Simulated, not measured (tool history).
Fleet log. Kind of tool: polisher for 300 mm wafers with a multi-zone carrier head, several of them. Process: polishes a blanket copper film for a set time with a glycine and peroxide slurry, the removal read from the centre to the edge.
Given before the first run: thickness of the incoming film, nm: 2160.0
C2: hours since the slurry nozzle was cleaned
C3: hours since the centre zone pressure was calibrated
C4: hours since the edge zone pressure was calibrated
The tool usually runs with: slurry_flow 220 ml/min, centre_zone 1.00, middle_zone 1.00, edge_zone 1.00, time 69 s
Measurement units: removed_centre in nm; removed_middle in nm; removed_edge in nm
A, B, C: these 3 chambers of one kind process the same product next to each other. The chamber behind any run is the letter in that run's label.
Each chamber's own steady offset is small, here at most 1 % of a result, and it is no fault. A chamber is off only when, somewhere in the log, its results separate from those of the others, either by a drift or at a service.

At hour 4.4: chamber B: worn pad replaced by a new one.
Run 1B, hour 7.8: usual settings; wafers polished on this pad 44; C2 35.6; C3 608.3; C4 1051.7. Result: removed_centre 251.96 nm, removed_middle 251.93 nm, removed_edge 249.28 nm.
Run 2C, hour 13.7: usual settings; wafers polished on this pad 287; C2 217.0; C3 155.6; C4 903.0. Result: removed_centre 249.97 nm, removed_middle 249.02 nm, removed_edge 253.76 nm.
Run 3A, hour 22.4: usual settings; wafers polished on this pad 845; C2 382.7; C3 843.5; C4 1075.6. Result: removed_centre 251.59 nm, removed_middle 247.52 nm, removed_edge 246.65 nm.
Run 4C, hour 31.9: usual settings; wafers polished on this pad 518; C2 235.2; C3 173.8; C4 921.2. Result: removed_centre 250.20 nm, removed_middle 252.35 nm, removed_edge 252.19 nm.
At hour 32.2: chamber A: worn pad replaced by a new one.
Run 5B, hour 39.8: usual settings but edge_zone 0.88; wafers polished on this pad 451; C2 67.6; C3 640.3; C4 1083.7. Result: removed_centre 247.25 nm, removed_middle 250.31 nm, removed_edge 231.40 nm.
Run 6A, hour 47.3: usual settings but edge_zone 0.88; wafers polished on this pad 193; C2 407.6; C3 868.4; C4 1100.5. Result: removed_centre 252.67 nm, removed_middle 249.21 nm, removed_edge 233.93 nm.
Run 7A, hour 52.3: usual settings but edge_zone 0.88; wafers polished on this pad 257; C2 412.6; C3 873.4; C4 1105.5. Result: removed_centre 242.65 nm, removed_middle 250.70 nm, removed_edge 233.63 nm.
Run 8C, hour 62.2: usual settings; wafers polished on this pad 904; C2 265.5; C3 204.1; C4 951.5. Result: removed_centre 250.18 nm, removed_middle 249.39 nm, removed_edge 251.57 nm.
At hour 66.6: chamber C: worn pad replaced by a new one.
Run 9B, hour 68.5: usual settings; wafers polished on this pad 817; C2 96.3; C3 669.0; C4 1112.4. Result: removed_centre 249.31 nm, removed_middle 252.91 nm, removed_edge 249.08 nm.
Run 10B, hour 75.6: usual settings; wafers polished on this pad 907; C2 103.4; C3 676.1; C4 1119.5. Result: removed_centre 251.55 nm, removed_middle 252.64 nm, removed_edge 249.08 nm.
At hour 81.2: chamber B: worn pad replaced by a new one.
Run 11C, hour 87.0: usual settings; wafers polished on this pad 260; C2 290.3; C3 228.9; C4 976.3. Result: removed_centre 247.80 nm, removed_middle 249.61 nm, removed_edge 249.38 nm.
Run 12A, hour 97.5: usual settings; wafers polished on this pad 832; C2 457.8; C3 918.6; C4 1150.7. Result: removed_centre 247.42 nm, removed_middle 248.31 nm, removed_edge 245.67 nm.
Run 13C, hour 103.9: usual settings but centre_zone 0.93, middle_zone 1.06; wafers polished on this pad 475; C2 307.2; C3 245.8; C4 993.2. Result: removed_centre 226.92 nm, removed_middle 263.71 nm, removed_edge 254.15 nm.
Run 14A, hour 114.0: usual settings but centre_zone 0.93, middle_zone 1.06; wafers polished on this pad 1043; C2 474.3; C3 935.1; C4 1167.2. Result: removed_centre 229.58 nm, removed_middle 261.04 nm, removed_edge 248.52 nm.
At hour 116.6: chamber A: worn pad replaced by a new one.
Run 15B, hour 125.0: usual settings but centre_zone 0.93, middle_zone 1.06; wafers polished on this pad 558; C2 152.8; C3 725.5; C4 1168.9. Result: removed_centre 234.54 nm, removed_middle 267.69 nm, removed_edge 250.88 nm.
At hour 131.5: chamber C: worn pad replaced by a new one.
Run 16A, hour 134.2: usual settings; wafers polished on this pad 224; C2 494.5; C3 955.3; C4 1187.4. Result: removed_centre 249.58 nm, removed_middle 249.90 nm, removed_edge 250.34 nm.
Run 17B, hour 144.8: usual settings; wafers polished on this pad 810; C2 172.6; C3 745.3; C4 1188.7. Result: removed_centre 253.15 nm, removed_middle 251.59 nm, removed_edge 250.29 nm.
At hour 151.9: chamber B: worn pad replaced by a new one.
Run 18C, hour 154.8: usual settings but centre_zone 1.07; wafers polished on this pad 297; C2 358.1; C3 296.7; C4 1044.1. Result: removed_centre 257.99 nm, removed_middle 246.62 nm, removed_edge 244.33 nm.
At hour 157.8: chamber B: edge zone pressure recalibrated.
Run 19A, hour 162.9: usual settings but centre_zone 1.07; wafers polished on this pad 590; C2 523.2; C3 984.0; C4 1216.1. Result: removed_centre 271.38 nm, removed_middle 249.21 nm, removed_edge 250.75 nm.
Run 20B, hour 173.5: usual settings but centre_zone 1.07; wafers polished on this pad 275; C2 201.3; C3 774.0; C4 15.8. Result: removed_centre 273.79 nm, removed_middle 254.32 nm, removed_edge 248.14 nm.
Run 21C, hour 182.8: usual settings but centre_zone 1.04, edge_zone 0.92; wafers polished on this pad 653; C2 386.1; C3 324.7; C4 1072.1. Result: removed_centre 253.12 nm, removed_middle 242.58 nm, removed_edge 234.04 nm.
Run 22C, hour 188.2: usual settings but centre_zone 1.04, edge_zone 0.92; wafers polished on this pad 722; C2 391.5; C3 330.1; C4 1077.5. Result: removed_centre 253.78 nm, removed_middle 244.72 nm, removed_edge 233.63 nm.
Run 23A, hour 193.4: usual settings but centre_zone 1.04, edge_zone 0.92; wafers polished on this pad 979; C2 553.7; C3 1014.5; C4 1246.6. Result: removed_centre 257.54 nm, removed_middle 244.79 nm, removed_edge 240.60 nm.
At hour 202.3: chamber C: worn pad replaced by a new one.
Run 24B, hour 202.7: usual settings but slurry_flow 155 ml/min, edge_zone 1.11; wafers polished on this pad 647; C2 230.5; C3 803.2; C4 45.0. Result: removed_centre 238.60 nm, removed_middle 236.29 nm, removed_edge 254.62 nm.
Run 25B, hour 210.3: usual settings but slurry_flow 155 ml/min, edge_zone 1.11; wafers polished on this pad 743; C2 238.1; C3 810.8; C4 52.6. Result: removed_centre 237.50 nm, removed_middle 241.81 nm, removed_edge 254.22 nm.
At hour 211.3: chamber A: worn pad replaced by a new one.
Run 26C, hour 219.6: usual settings but slurry_flow 155 ml/min, edge_zone 1.11; wafers polished on this pad 220; C2 422.9; C3 361.5; C4 1108.9. Result: removed_centre 215.38 nm, removed_middle 223.40 nm, removed_edge 241.09 nm.
At hour 221.3: chamber A: edge zone pressure recalibrated.
At hour 223.5: chamber B: worn pad replaced by a new one.
Run 27A, hour 229.4: usual settings; wafers polished on this pad 231; C2 589.7; C3 1050.5; C4 8.1. Result: removed_centre 250.19 nm, removed_middle 246.51 nm, removed_edge 250.70 nm.
Run 28B, hour 234.4: usual settings; wafers polished on this pad 139; C2 262.2; C3 834.9; C4 76.7. Result: removed_centre 253.19 nm, removed_middle 254.55 nm, removed_edge 247.98 nm.
Run 29A, hour 241.8: usual settings; wafers polished on this pad 389; C2 602.1; C3 1062.9; C4 20.5. Result: removed_centre 247.13 nm, removed_middle 251.32 nm, removed_edge 249.29 nm.
Run 30C, hour 249.5: usual settings but centre_zone 1.06; wafers polished on this pad 601; C2 452.8; C3 391.4; C4 1138.8. Result: removed_centre 244.80 nm, removed_middle 236.65 nm, removed_edge 238.33 nm.

Each of the 3 chambers runs these same settings next. Fill in every chamber's results:
Run 31A, hour 257.7: usual settings but slurry_flow 160 ml/min. Result: removed_centre ?, removed_middle ?, removed_edge ?.
Run 31B, hour 257.7: usual settings but slurry_flow 160 ml/min. Result: removed_centre ?, removed_middle ?, removed_edge ?.
Run 31C, hour 257.7: usual settings but slurry_flow 160 ml/min. Result: removed_centre ?, removed_middle ?, removed_edge ?.

run  removed_centre  removed_middle  removed_edge
31A          236.92          236.18        239.96
31B          238.99          238.81        239.42
31C          208.26          215.71        224.42

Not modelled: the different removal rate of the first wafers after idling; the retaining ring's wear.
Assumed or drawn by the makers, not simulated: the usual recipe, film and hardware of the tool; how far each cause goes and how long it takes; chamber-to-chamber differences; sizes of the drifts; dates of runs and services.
